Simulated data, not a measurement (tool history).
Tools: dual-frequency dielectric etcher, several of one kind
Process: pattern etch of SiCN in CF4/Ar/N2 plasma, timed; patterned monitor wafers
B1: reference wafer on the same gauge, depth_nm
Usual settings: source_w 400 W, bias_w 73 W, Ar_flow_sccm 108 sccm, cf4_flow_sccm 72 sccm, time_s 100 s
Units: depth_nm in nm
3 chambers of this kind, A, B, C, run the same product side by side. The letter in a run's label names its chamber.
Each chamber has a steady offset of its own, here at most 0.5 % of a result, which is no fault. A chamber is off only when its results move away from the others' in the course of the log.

Run 1B, hour 6.4: usual settings; B1 65.003. Result: depth_nm 77.474 nm.
Run 2A, hour 11.8: usual settings; B1 64.956. Result: depth_nm 77.105 nm.
Run 3C, hour 20.3: usual settings; B1 64.949. Result: depth_nm 77.569 nm.
Run 4C, hour 29.2: usual settings; B1 64.979. Result: depth_nm 77.457 nm.
Run 5A, hour 35.1: usual settings; B1 64.952. Result: depth_nm 76.783 nm.
Run 6B, hour 41.8: usual settings; B1 64.899. Result: depth_nm 77.335 nm.
Run 7A, hour 46.2: usual settings; B1 64.927. Result: depth_nm 76.97 nm.
Run 8C, hour 52.5: usual settings; B1 64.935. Result: depth_nm 77.423 nm.
Run 9B, hour 58.2: usual settings but time_s 112.5 s; B1 64.915. Result: depth_nm 86.915 nm.
Run 10C, hour 65.5: usual settings but time_s 112.5 s; B1 64.891. Result: depth_nm 87.053 nm.
At hour 71.3: chamber B: wet clean of the chamber.
Run 11B, hour 73.2: usual settings but time_s 112.5 s; B1 64.911. Result: depth_nm 86.934 nm.
Run 12A, hour 78.5: usual settings; B1 64.896. Result: depth_nm 76.731 nm.
Run 13A, hour 85.8: usual settings but Ar_flow_sccm 87 sccm, time_s 85 s; B1 64.854. Result: depth_nm 67.616 nm.
Run 14B, hour 92: usual settings but Ar_flow_sccm 87 sccm, time_s 85 s; B1 64.839. Result: depth_nm 67.781 nm.
Run 15C, hour 96.8: usual settings but Ar_flow_sccm 87 sccm, time_s 85 s; B1 64.85. Result: depth_nm 68.042 nm.
Run 16A, hour 104.9: usual settings but Ar_flow_sccm 87 sccm; B1 64.856. Result: depth_nm 79.437 nm.
Run 17B, hour 113.5: usual settings but Ar_flow_sccm 87 sccm; B1 64.812. Result: depth_nm 79.704 nm.
Run 18C, hour 121.1: usual settings but Ar_flow_sccm 87 sccm; B1 64.818. Result: depth_nm 79.866 nm.
Run 19B, hour 128.9: usual settings; B1 64.813. Result: depth_nm 77.286 nm.
At hour 135.2: chamber C: wet clean of the chamber.
Run 20A, hour 136: usual settings; B1 64.806. Result: depth_nm 76.977 nm.
Run 21C, hour 144.9: usual settings; B1 64.791. Result: depth_nm 77.441 nm.
Run 22A, hour 152.7: usual settings; B1 64.771. Result: depth_nm 76.87 nm.
Run 23C, hour 158.9: usual settings; B1 64.739. Result: depth_nm 77.353 nm.
Run 24B, hour 165.3: usual settings; B1 64.722. Result: depth_nm 77.016 nm.
Run 25A, hour 169.5: usual settings; B1 64.725. Result: depth_nm 76.765 nm.
Run 26C, hour 176.3: usual settings; B1 64.715. Result: depth_nm 77.345 nm.
Run 27B, hour 184.1: usual settings; B1 64.713. Result: depth_nm 77.156 nm.
Run 28C, hour 192.8: usual settings; B1 64.692. Result: depth_nm 77.197 nm.
Run 29A, hour 200.7: usual settings but cf4_flow_sccm 59 sccm; B1 64.701. Result: depth_nm 74.371 nm.
Run 30B, hour 204.7: usual settings but cf4_flow_sccm 59 sccm; B1 64.69. Result: depth_nm 74.789 nm.
At hour 205.8: chamber C: CF4 flow controller replaced.
Run 31B, hour 209.3: usual settings but cf4_flow_sccm 59 sccm; B1 64.661. Result: depth_nm 74.675 nm.
Run 32A, hour 217.5: usual settings; B1 64.67. Result: depth_nm 76.777 nm.
Run 33C, hour 225: usual settings; B1 64.661. Result: depth_nm 77.051 nm.
Run 34C, hour 231.8: usual settings but Ar_flow_sccm 126 sccm; B1 64.632. Result: depth_nm 75.303 nm.
Run 35B, hour 237.1: usual settings but Ar_flow_sccm 126 sccm; B1 64.638. Result: depth_nm 75.314 nm.

What goes on in this fleet: one chamber off, a drifting gauge, or nothing beyond the chambers' own small offsets? Name the chamber and the cause, if any.

The gauge drifts, so all chambers seem to drift together. No chamber is off.
Cause: gauge reads low (%) = 0.573.

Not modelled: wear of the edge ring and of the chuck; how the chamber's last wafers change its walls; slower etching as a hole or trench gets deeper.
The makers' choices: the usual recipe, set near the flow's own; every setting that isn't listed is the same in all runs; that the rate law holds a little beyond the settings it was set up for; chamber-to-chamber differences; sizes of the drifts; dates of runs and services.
